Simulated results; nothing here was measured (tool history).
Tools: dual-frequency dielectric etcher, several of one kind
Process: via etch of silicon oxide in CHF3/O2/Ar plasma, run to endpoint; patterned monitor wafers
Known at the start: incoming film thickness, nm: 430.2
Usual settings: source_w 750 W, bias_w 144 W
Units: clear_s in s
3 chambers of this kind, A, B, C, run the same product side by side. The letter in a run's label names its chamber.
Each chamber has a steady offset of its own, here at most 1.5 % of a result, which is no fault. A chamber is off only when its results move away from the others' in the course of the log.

run   hour  source_w  bias_w  hours since the last wet clean  hours since the last source power generator calibration  hours since the last bias power generator calibration  clear_s
 1C   11.6       750     144                           170.0                                                   1850.0                                                 3055.7   216.19
 2A   22.5       750     144                           345.1                                                   1429.8                                                   45.5   214.41
 3B   33.5       750     144                           228.8                                                   1037.4                                                 1201.4   215.17
 4B   40.9       750     144                           236.2                                                   1044.8                                                 1208.8   213.64
      48.5  -- chamber A: wet clean of the chamber
 5A   52.3       750     144                             3.9                                                   1459.6                                                   75.3   214.30
 6C   60.1       750     144                           218.5                                                   1898.5                                                 3104.2   218.33
 7B   68.7       750     144                           264.0                                                   1072.6                                                 1236.6   214.54
 8A   82.1       750     144                            33.7                                                   1489.4                                                  105.1   213.58
 9C   89.7       750     144                           248.1                                                   1928.1                                                 3133.8   217.17
10C  100.1       750     144                           258.5                                                   1938.5                                                 3144.2   216.98
11B  107.1       750     144                           302.4                                                   1111.0                                                 1275.0   214.24
12A  121.7       750     144                            73.3                                                   1529.0                                                  144.7   215.24
13C  128.5       750     144                           286.9                                                   1966.9                                                 3172.6   218.44
14B  137.2       750     144                           332.5                                                   1141.1                                                 1305.1   215.78
15A  146.3       750     174                            97.9                                                   1553.6                                                  169.3   202.47
     152.1  -- chamber C: source power generator calibrated
16C  154.0       750     174                           312.4                                                      1.9                                                 3198.1   203.65
17B  164.8       750     174                           360.1                                                   1168.7                                                 1332.7   202.72
18A  173.6       750     144                           125.2                                                   1580.9                                                  196.6   214.16
     181.6  -- chamber B: wet clean of the chamber
19B  182.4       750     144                             0.9                                                   1186.3                                                 1350.3   220.07
20C  191.1       750     144                           349.5                                                     39.0                                                 3235.2   217.94
21A  201.8       750     144                           153.4                                                   1609.1                                                  224.8   214.28
22A  215.0       750     144                           166.6                                                   1622.3                                                  238.0   215.56
23C  221.9       750     144                           380.3                                                     69.8                                                 3266.0   217.93
24B  233.6       810     144                            52.1                                                   1237.5                                                 1401.5   212.62
25A  241.3       810     144                           192.9                                                   1648.6                                                  264.3   208.75
26C  253.3       810     144                           411.7                                                    101.2                                                 3297.4   209.50
27B  261.9       750     144                            80.4                                                   1265.8                                                 1429.8   220.07
28A  275.7       750     144                           227.3                                                   1683.0                                                  298.7   214.21
29C  287.6       750     144                           446.0                                                    135.5                                                 3331.7   217.44
30B  300.0       750     144                           118.5                                                   1303.9                                                 1467.9   219.64
31B  309.4       750     144                           127.9                                                   1313.3                                                 1477.3   220.08
32C  321.4       750     144                           479.8                                                    169.3                                                 3365.5   217.32
33A  331.2       750     144                           282.8                                                   1738.5                                                  354.2   215.53
34B  339.9       750     144                           158.4                                                   1343.8                                                 1507.8   220.05
     347.8  -- chamber C: wet clean of the chamber
35A  350.3       750     144                           301.9                                                   1757.6                                                  373.3   215.99
36C  357.6       750     144                             9.9                                                    205.5                                                 3401.7   216.70
37A  367.3       750     144                           318.9                                                   1774.6                                                  390.3   216.32
38C  379.1       750     144                            31.4                                                    227.0                                                 3423.2   218.56
39B  392.0       750     144                           210.5                                                   1395.9                                                 1559.9   221.24
40B  406.8       750     144                           225.3                                                   1410.7                                                 1574.7   220.15
41C  421.1       750     144                            73.4                                                    269.0                                                 3465.2   216.92

Is one chamber off against the others, does the gauge drift, or is nothing wrong? If a chamber is off, say which, and what the likeliest cause is.

A service left chamber B off against the others.
Cause: etch rate under this chamber's usual, % = 2.44.

Here are 4 candidates for chamber B's next run, each the usual settings with a change, their results left as question marks. Which one brings its results back in line with what the others give on the usual settings?
In line means no further than this from the other chambers' mean on the usual settings: clear_s 2.90 s
42B-1  431.8       750     125                                                                                                                                                        ?
42B-2  431.8       720     144                                                                                                                                                        ?
42B-3  431.8       780     144                                                                                                                                                        ?
42B-4  431.8       750     163                                                                                                                                                        ?

The other chambers' mean on the usual settings: clear_s 216.11 s
  run  clear_s
42B-1   230.35
42B-2   223.95
42B-3   217.18
42B-4   211.92
42B-3 brings the chamber back in line.
